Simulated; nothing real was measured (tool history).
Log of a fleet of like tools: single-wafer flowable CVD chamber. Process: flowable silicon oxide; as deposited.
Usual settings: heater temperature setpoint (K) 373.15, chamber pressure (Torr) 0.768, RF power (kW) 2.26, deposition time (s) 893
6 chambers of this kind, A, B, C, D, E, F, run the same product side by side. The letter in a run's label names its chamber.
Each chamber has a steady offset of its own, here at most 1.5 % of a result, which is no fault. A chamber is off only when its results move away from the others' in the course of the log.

| run | hour | heater temperature setpoint (K) | chamber pressure (Torr) | RF power (kW) | deposition time (s) | read-back reference wafer on the same gauge, thickness_nm | mean film thickness on the monitor wafer (Å) |
|---|---|---|---|---|---|---|---|
|  | 11.8 | chamber A: thermocouple changed; heater temperature recalibrated |
| 1D | 14.3 | 373.15 | 0.768 | 2.26 | 893 | 584.94 | 5254.9 |
| 2A | 29.2 | 373.15 | 0.768 | 2.26 | 893 | 584.96 | 5293 |
| 3F | 45.3 | 373.15 | 0.768 | 2.26 | 893 | 584.92 | 5246.7 |
| 4B | 53.6 | 373.15 | 0.768 | 2.26 | 893 | 584.36 | 5290.2 |
| 5E | 65 | 373.15 | 0.914 | 2.26 | 893 | 584.41 | 6468.4 |
| 6C | 75 | 373.15 | 0.914 | 2.26 | 893 | 584.55 | 6541.2 |
| 7E | 90.6 | 373.15 | 0.914 | 2.26 | 893 | 584.4 | 6490.6 |
| 8C | 103.8 | 373.15 | 0.914 | 2.26 | 893 | 584.38 | 6514.2 |
| 9B | 117 | 373.15 | 0.914 | 2.26 | 893 | 584.08 | 6603.2 |
| 10D | 133.1 | 373.15 | 0.914 | 2.26 | 893 | 583.96 | 6539.6 |
| 11A | 143.7 | 373.15 | 0.768 | 2.26 | 893 | 583.91 | 5283 |
| 12F | 158.2 | 373.15 | 0.768 | 2.26 | 893 | 583.85 | 5224.1 |
| 13A | 169.2 | 373.15 | 0.768 | 2.26 | 893 | 583.85 | 5276.9 |
| 14C | 181.7 | 373.15 | 0.768 | 2.26 | 893 | 583.78 | 5217.3 |
| 15F | 194.9 | 373.15 | 0.768 | 2.26 | 893 | 583.68 | 5251.6 |
|  | 198.3 | chamber E: capacitance manometer re-zeroed and calibrated |
| 16D | 202.7 | 373.15 | 0.848 | 2.26 | 893 | 583.46 | 5971.3 |
| 17B | 213.1 | 373.15 | 0.848 | 2.26 | 893 | 583.73 | 5998 |
| 18E | 227.1 | 373.15 | 0.848 | 2.26 | 893 | 583.35 | 5876.4 |
| 19C | 241 | 373.15 | 0.848 | 2.26 | 893 | 583.41 | 5937.5 |
| 20A | 253.5 | 373.15 | 0.848 | 2.26 | 893 | 583.14 | 5978.3 |
| 21F | 265.9 | 373.15 | 0.848 | 2.26 | 893 | 583.16 | 5974.6 |
| 22B | 275 | 384.15 | 0.903 | 2.26 | 893 | 583.01 | 4530.2 |
| 23E | 290.8 | 384.15 | 0.903 | 2.26 | 893 | 582.69 | 4414.1 |
| 24D | 303.8 | 384.15 | 0.903 | 2.26 | 893 | 582.86 | 4466.9 |
| 25B | 311.6 | 384.15 | 0.903 | 2.26 | 893 | 582.94 | 4521 |
| 26D | 322.9 | 384.15 | 0.903 | 2.26 | 893 | 582.63 | 4461.4 |
| 27C | 338.2 | 384.15 | 0.903 | 2.26 | 893 | 582.45 | 4475.7 |
| 28A | 351.6 | 359.15 | 0.768 | 2.26 | 730 | 582.7 | 6766.4 |
| 29F | 365.5 | 359.15 | 0.768 | 2.26 | 730 | 582.41 | 6698 |
| 30E | 377.4 | 359.15 | 0.768 | 2.26 | 730 | 582.26 | 6655.1 |
| 31C | 387.1 | 359.15 | 0.768 | 2.26 | 730 | 582.45 | 6629.8 |
| 32F | 397.8 | 359.15 | 0.768 | 2.26 | 730 | 582.19 | 6711.9 |
| 33B | 411.8 | 359.15 | 0.768 | 2.26 | 730 | 582.2 | 6723.9 |
| 34D | 425.7 | 373.15 | 0.768 | 2.26 | 893 | 581.88 | 5219.4 |
| 35A | 434.3 | 373.15 | 0.768 | 2.26 | 893 | 581.96 | 5258.8 |
| 36E | 445.9 | 373.15 | 0.768 | 2.26 | 893 | 581.75 | 5182.4 |
| 37F | 461 | 373.15 | 0.768 | 2.26 | 893 | 581.66 | 5219.1 |
| 38C | 472 | 373.15 | 0.768 | 2.26 | 893 | 581.85 | 5206 |
| 39A | 479.9 | 373.15 | 0.768 | 2.26 | 893 | 581.76 | 5259.2 |

All 6 chambers run these settings next. Forecast each chamber's results:
| 40A | 491.6 | 373.15 | 0.768 | 2.26 | 893 |  | ? |
| 40B | 491.6 | 373.15 | 0.768 | 2.26 | 893 |  | ? |
| 40C | 491.6 | 373.15 | 0.768 | 2.26 | 893 |  | ? |
| 40D | 491.6 | 373.15 | 0.768 | 2.26 | 893 |  | ? |
| 40E | 491.6 | 373.15 | 0.768 | 2.26 | 893 |  | ? |
| 40F | 491.6 | 373.15 | 0.768 | 2.26 | 893 |  | ? |

| run | mean film thickness on the monitor wafer (Å) |
|---|---|
| 40A | 5253.5 |
| 40B | 5278.4 |
| 40C | 5216.7 |
| 40D | 5216.1 |
| 40E | 5200.2 |
| 40F | 5202.3 |
